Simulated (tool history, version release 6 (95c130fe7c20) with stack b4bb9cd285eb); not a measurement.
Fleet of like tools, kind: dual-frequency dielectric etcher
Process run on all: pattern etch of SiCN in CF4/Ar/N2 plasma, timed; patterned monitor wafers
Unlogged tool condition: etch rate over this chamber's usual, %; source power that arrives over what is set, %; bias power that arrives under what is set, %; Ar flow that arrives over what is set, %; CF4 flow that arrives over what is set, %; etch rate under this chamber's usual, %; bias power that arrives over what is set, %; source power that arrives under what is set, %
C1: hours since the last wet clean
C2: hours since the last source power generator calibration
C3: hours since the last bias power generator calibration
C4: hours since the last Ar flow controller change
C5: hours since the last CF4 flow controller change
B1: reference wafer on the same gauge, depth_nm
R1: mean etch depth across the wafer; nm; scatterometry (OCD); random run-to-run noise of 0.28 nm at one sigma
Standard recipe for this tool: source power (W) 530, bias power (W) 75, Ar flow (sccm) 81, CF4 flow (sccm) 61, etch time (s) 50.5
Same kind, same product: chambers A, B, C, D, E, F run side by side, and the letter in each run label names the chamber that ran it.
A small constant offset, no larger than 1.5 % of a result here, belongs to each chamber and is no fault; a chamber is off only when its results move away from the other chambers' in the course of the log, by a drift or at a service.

{"hour": 0.2, "done": "chamber B: wet clean of the chamber"}
{"hour": 0.6, "done": "chamber F: Ar flow controller replaced"}
{"run": "1F", "hour": 7.6, "source power (W)": 530, "bias power (W)": 75, "Ar flow (sccm)": 81, "CF4 flow (sccm)": 61, "etch time (s)": 50.5, "C1": 194.2, "C2": 580.4, "C3": 3280, "C4": 7, "C5": 1634.4, "B1": 54.943, "R1": 51.91}
{"run": "2D", "hour": 16.7, "source power (W)": 530, "bias power (W)": 75, "Ar flow (sccm)": 81, "CF4 flow (sccm)": 61, "etch time (s)": 50.5, "C1": 297.6, "C2": 1336.1, "C3": 2318, "C4": 5042.5, "C5": 803, "B1": 54.897, "R1": 51.293}
{"run": "3C", "hour": 24.1, "source power (W)": 530, "bias power (W)": 75, "Ar flow (sccm)": 81, "CF4 flow (sccm)": 61, "etch time (s)": 50.5, "C1": 281.5, "C2": 1286.1, "C3": 2264.6, "C4": 1050.1, "C5": 278.8, "B1": 54.975, "R1": 51.679}
{"run": "4E", "hour": 30.8, "source power (W)": 530, "bias power (W)": 75, "Ar flow (sccm)": 81, "CF4 flow (sccm)": 61, "etch time (s)": 50.5, "C1": 165.1, "C2": 2334.1, "C3": 1851.4, "C4": 469.6, "C5": 934.4, "B1": 54.935, "R1": 52.44}
{"run": "5A", "hour": 38.3, "source power (W)": 530, "bias power (W)": 75, "Ar flow (sccm)": 81, "CF4 flow (sccm)": 61, "etch time (s)": 43.5, "C1": 446.1, "C2": 1065.9, "C3": 410.2, "C4": 967, "C5": 2042.2, "B1": 54.922, "R1": 44.073}
{"run": "6B", "hour": 43.5, "source power (W)": 530, "bias power (W)": 75, "Ar flow (sccm)": 81, "CF4 flow (sccm)": 61, "etch time (s)": 43.5, "C1": 43.3, "C2": 1379.1, "C3": 2307.6, "C4": 1844.1, "C5": 2573.5, "B1": 54.877, "R1": 44.655}
{"run": "7C", "hour": 53.1, "source power (W)": 530, "bias power (W)": 75, "Ar flow (sccm)": 81, "CF4 flow (sccm)": 61, "etch time (s)": 43.5, "C1": 310.5, "C2": 1315.1, "C3": 2293.6, "C4": 1079.1, "C5": 307.8, "B1": 54.906, "R1": 44.375}
{"run": "8B", "hour": 58.4, "source power (W)": 530, "bias power (W)": 75, "Ar flow (sccm)": 81, "CF4 flow (sccm)": 61, "etch time (s)": 43.5, "C1": 58.2, "C2": 1394, "C3": 2322.5, "C4": 1859, "C5": 2588.4, "B1": 54.889, "R1": 44.618}
{"run": "9D", "hour": 65.9, "source power (W)": 530, "bias power (W)": 75, "Ar flow (sccm)": 81, "CF4 flow (sccm)": 61, "etch time (s)": 43.5, "C1": 346.8, "C2": 1385.3, "C3": 2367.2, "C4": 5091.7, "C5": 852.2, "B1": 54.884, "R1": 44.415}
{"run": "10E", "hour": 74.7, "source power (W)": 530, "bias power (W)": 75, "Ar flow (sccm)": 81, "CF4 flow (sccm)": 61, "etch time (s)": 43.5, "C1": 209, "C2": 2378, "C3": 1895.3, "C4": 513.5, "C5": 978.3, "B1": 54.847, "R1": 44.385}
{"run": "11F", "hour": 84.3, "source power (W)": 530, "bias power (W)": 75, "Ar flow (sccm)": 81, "CF4 flow (sccm)": 61, "etch time (s)": 50.5, "C1": 270.9, "C2": 657.1, "C3": 3356.7, "C4": 83.7, "C5": 1711.1, "B1": 54.892, "R1": 51.472}
{"hour": 84.6, "done": "chamber A: wet clean of the chamber"}
{"run": "12A", "hour": 92.0, "source power (W)": 530, "bias power (W)": 75, "Ar flow (sccm)": 81, "CF4 flow (sccm)": 61, "etch time (s)": 50.5, "C1": 7.4, "C2": 1119.6, "C3": 463.9, "C4": 1020.7, "C5": 2095.9, "B1": 54.895, "R1": 51.066}
{"run": "13E", "hour": 101.8, "source power (W)": 530, "bias power (W)": 75, "Ar flow (sccm)": 81, "CF4 flow (sccm)": 61, "etch time (s)": 50.5, "C1": 236.1, "C2": 2405.1, "C3": 1922.4, "C4": 540.6, "C5": 1005.4, "B1": 54.869, "R1": 52.241}
{"run": "14A", "hour": 109.8, "source power (W)": 530, "bias power (W)": 75, "Ar flow (sccm)": 81, "CF4 flow (sccm)": 61, "etch time (s)": 50.5, "C1": 25.2, "C2": 1137.4, "C3": 481.7, "C4": 1038.5, "C5": 2113.7, "B1": 54.916, "R1": 51.271}
{"run": "15F", "hour": 115.7, "source power (W)": 530, "bias power (W)": 75, "Ar flow (sccm)": 74, "CF4 flow (sccm)": 61, "etch time (s)": 50.5, "C1": 302.3, "C2": 688.5, "C3": 3388.1, "C4": 115.1, "C5": 1742.5, "B1": 54.884, "R1": 52.187}
{"run": "16C", "hour": 123.1, "source power (W)": 530, "bias power (W)": 75, "Ar flow (sccm)": 74, "CF4 flow (sccm)": 61, "etch time (s)": 50.5, "C1": 380.5, "C2": 1385.1, "C3": 2363.6, "C4": 1149.1, "C5": 377.8, "B1": 54.903, "R1": 52.125}
{"run": "17D", "hour": 129.6, "source power (W)": 530, "bias power (W)": 75, "Ar flow (sccm)": 74, "CF4 flow (sccm)": 61, "etch time (s)": 50.5, "C1": 410.5, "C2": 1449, "C3": 2430.9, "C4": 5155.4, "C5": 915.9, "B1": 54.903, "R1": 52.891}
{"run": "18B", "hour": 136.7, "source power (W)": 530, "bias power (W)": 75, "Ar flow (sccm)": 74, "CF4 flow (sccm)": 61, "etch time (s)": 50.5, "C1": 136.5, "C2": 1472.3, "C3": 2400.8, "C4": 1937.3, "C5": 2666.7, "B1": 54.99, "R1": 52.107}
{"run": "19B", "hour": 145.1, "source power (W)": 530, "bias power (W)": 75, "Ar flow (sccm)": 74, "CF4 flow (sccm)": 61, "etch time (s)": 50.5, "C1": 144.9, "C2": 1480.7, "C3": 2409.2, "C4": 1945.7, "C5": 2675.1, "B1": 54.877, "R1": 52.372}
{"run": "20F", "hour": 153.3, "source power (W)": 530, "bias power (W)": 75, "Ar flow (sccm)": 74, "CF4 flow (sccm)": 61, "etch time (s)": 50.5, "C1": 339.9, "C2": 726.1, "C3": 3425.7, "C4": 152.7, "C5": 1780.1, "B1": 54.897, "R1": 52.632}
{"run": "21D", "hour": 157.9, "source power (W)": 530, "bias power (W)": 75, "Ar flow (sccm)": 81, "CF4 flow (sccm)": 61, "etch time (s)": 50.5, "C1": 438.8, "C2": 1477.3, "C3": 2459.2, "C4": 5183.7, "C5": 944.2, "B1": 54.872, "R1": 52.429}
{"hour": 161.7, "done": "chamber B: CF4 flow controller replaced"}
{"hour": 165.1, "done": "chamber E: source power generator calibrated"}
{"run": "22A", "hour": 165.2, "source power (W)": 530, "bias power (W)": 68, "Ar flow (sccm)": 81, "CF4 flow (sccm)": 61, "etch time (s)": 50.5, "C1": 80.6, "C2": 1192.8, "C3": 537.1, "C4": 1093.9, "C5": 2169.1, "B1": 54.901, "R1": 49.234}
{"run": "23C", "hour": 175.4, "source power (W)": 530, "bias power (W)": 68, "Ar flow (sccm)": 81, "CF4 flow (sccm)": 61, "etch time (s)": 50.5, "C1": 432.8, "C2": 1437.4, "C3": 2415.9, "C4": 1201.4, "C5": 430.1, "B1": 54.914, "R1": 50.146}
{"run": "24E", "hour": 181.6, "source power (W)": 530, "bias power (W)": 68, "Ar flow (sccm)": 81, "CF4 flow (sccm)": 61, "etch time (s)": 50.5, "C1": 315.9, "C2": 16.6, "C3": 2002.2, "C4": 620.4, "C5": 1085.2, "B1": 54.928, "R1": 50.411}
{"run": "25A", "hour": 189.0, "source power (W)": 530, "bias power (W)": 68, "Ar flow (sccm)": 81, "CF4 flow (sccm)": 61, "etch time (s)": 50.5, "C1": 104.4, "C2": 1216.6, "C3": 560.9, "C4": 1117.7, "C5": 2192.9, "B1": 54.908, "R1": 49.107}
{"hour": 190.9, "done": "chamber D: wet clean of the chamber"}
{"run": "26C", "hour": 194.7, "source power (W)": 530, "bias power (W)": 68, "Ar flow (sccm)": 81, "CF4 flow (sccm)": 61, "etch time (s)": 50.5, "C1": 452.1, "C2": 1456.7, "C3": 2435.2, "C4": 1220.7, "C5": 449.4, "B1": 54.91, "R1": 49.637}
{"run": "27F", "hour": 201.8, "source power (W)": 530, "bias power (W)": 68, "Ar flow (sccm)": 81, "CF4 flow (sccm)": 61, "etch time (s)": 50.5, "C1": 388.4, "C2": 774.6, "C3": 3474.2, "C4": 201.2, "C5": 1828.6, "B1": 54.886, "R1": 49.549}
{"run": "28D", "hour": 211.4, "source power (W)": 530, "bias power (W)": 75, "Ar flow (sccm)": 81, "CF4 flow (sccm)": 61, "etch time (s)": 50.5, "C1": 20.5, "C2": 1530.8, "C3": 2512.7, "C4": 5237.2, "C5": 997.7, "B1": 54.918, "R1": 52.749}
{"run": "29E", "hour": 217.2, "source power (W)": 530, "bias power (W)": 75, "Ar flow (sccm)": 81, "CF4 flow (sccm)": 61, "etch time (s)": 50.5, "C1": 351.5, "C2": 52.2, "C3": 2037.8, "C4": 656, "C5": 1120.8, "B1": 54.873, "R1": 52.293}
{"run": "30B", "hour": 224.2, "source power (W)": 460, "bias power (W)": 75, "Ar flow (sccm)": 81, "CF4 flow (sccm)": 68, "etch time (s)": 50.5, "C1": 224, "C2": 1559.8, "C3": 2488.3, "C4": 2024.8, "C5": 62.6, "B1": 54.907, "R1": 46.582}
{"run": "31D", "hour": 231.2, "source power (W)": 460, "bias power (W)": 75, "Ar flow (sccm)": 81, "CF4 flow (sccm)": 68, "etch time (s)": 50.5, "C1": 40.3, "C2": 1550.6, "C3": 2532.5, "C4": 5257, "C5": 1017.5, "B1": 54.977, "R1": 47.308}
{"run": "32C", "hour": 240.7, "source power (W)": 460, "bias power (W)": 75, "Ar flow (sccm)": 81, "CF4 flow (sccm)": 68, "etch time (s)": 50.5, "C1": 498.1, "C2": 1502.7, "C3": 2481.2, "C4": 1266.7, "C5": 495.4, "B1": 54.955, "R1": 46.317}
{"run": "33F", "hour": 245.5, "source power (W)": 460, "bias power (W)": 75, "Ar flow (sccm)": 81, "CF4 flow (sccm)": 68, "etch time (s)": 50.5, "C1": 432.1, "C2": 818.3, "C3": 3517.9, "C4": 244.9, "C5": 1872.3, "B1": 54.808, "R1": 46.43}
{"run": "34A", "hour": 252.6, "source power (W)": 460, "bias power (W)": 75, "Ar flow (sccm)": 81, "CF4 flow (sccm)": 68, "etch time (s)": 50.5, "C1": 168, "C2": 1280.2, "C3": 624.5, "C4": 1181.3, "C5": 2256.5, "B1": 54.866, "R1": 45.606}
{"run": "35E", "hour": 259.8, "source power (W)": 460, "bias power (W)": 75, "Ar flow (sccm)": 81, "CF4 flow (sccm)": 68, "etch time (s)": 50.5, "C1": 394.1, "C2": 94.8, "C3": 2080.4, "C4": 698.6, "C5": 1163.4, "B1": 54.891, "R1": 46.821}
{"run": "36B", "hour": 266.8, "source power (W)": 530, "bias power (W)": 75, "Ar flow (sccm)": 81, "CF4 flow (sccm)": 61, "etch time (s)": 50.5, "C1": 266.6, "C2": 1602.4, "C3": 2530.9, "C4": 2067.4, "C5": 105.2, "B1": 54.866, "R1": 51.61}
{"run": "37E", "hour": 274.9, "source power (W)": 530, "bias power (W)": 75, "Ar flow (sccm)": 81, "CF4 flow (sccm)": 61, "etch time (s)": 50.5, "C1": 409.2, "C2": 109.9, "C3": 2095.5, "C4": 713.7, "C5": 1178.5, "B1": 54.92, "R1": 52.315}

All 6 chambers run these settings next. Forecast each chamber's results:
{"run": "38A", "hour": 282.5, "source power (W)": 530, "bias power (W)": 75, "Ar flow (sccm)": 81, "CF4 flow (sccm)": 61, "etch time (s)": 50.5, "R1": "?"}
{"run": "38B", "hour": 282.5, "source power (W)": 530, "bias power (W)": 75, "Ar flow (sccm)": 81, "CF4 flow (sccm)": 61, "etch time (s)": 50.5, "R1": "?"}
{"run": "38C", "hour": 282.5, "source power (W)": 530, "bias power (W)": 75, "Ar flow (sccm)": 81, "CF4 flow (sccm)": 61, "etch time (s)": 50.5, "R1": "?"}
{"run": "38D", "hour": 282.5, "source power (W)": 530, "bias power (W)": 75, "Ar flow (sccm)": 81, "CF4 flow (sccm)": 61, "etch time (s)": 50.5, "R1": "?"}
{"run": "38E", "hour": 282.5, "source power (W)": 530, "bias power (W)": 75, "Ar flow (sccm)": 81, "CF4 flow (sccm)": 61, "etch time (s)": 50.5, "R1": "?"}
{"run": "38F", "hour": 282.5, "source power (W)": 530, "bias power (W)": 75, "Ar flow (sccm)": 81, "CF4 flow (sccm)": 61, "etch time (s)": 50.5, "R1": "?"}

run=38A R1=50.78
run=38B R1=52.098
run=38C R1=50.971
run=38D R1=52.756
run=38E R1=51.87
run=38F R1=51.94
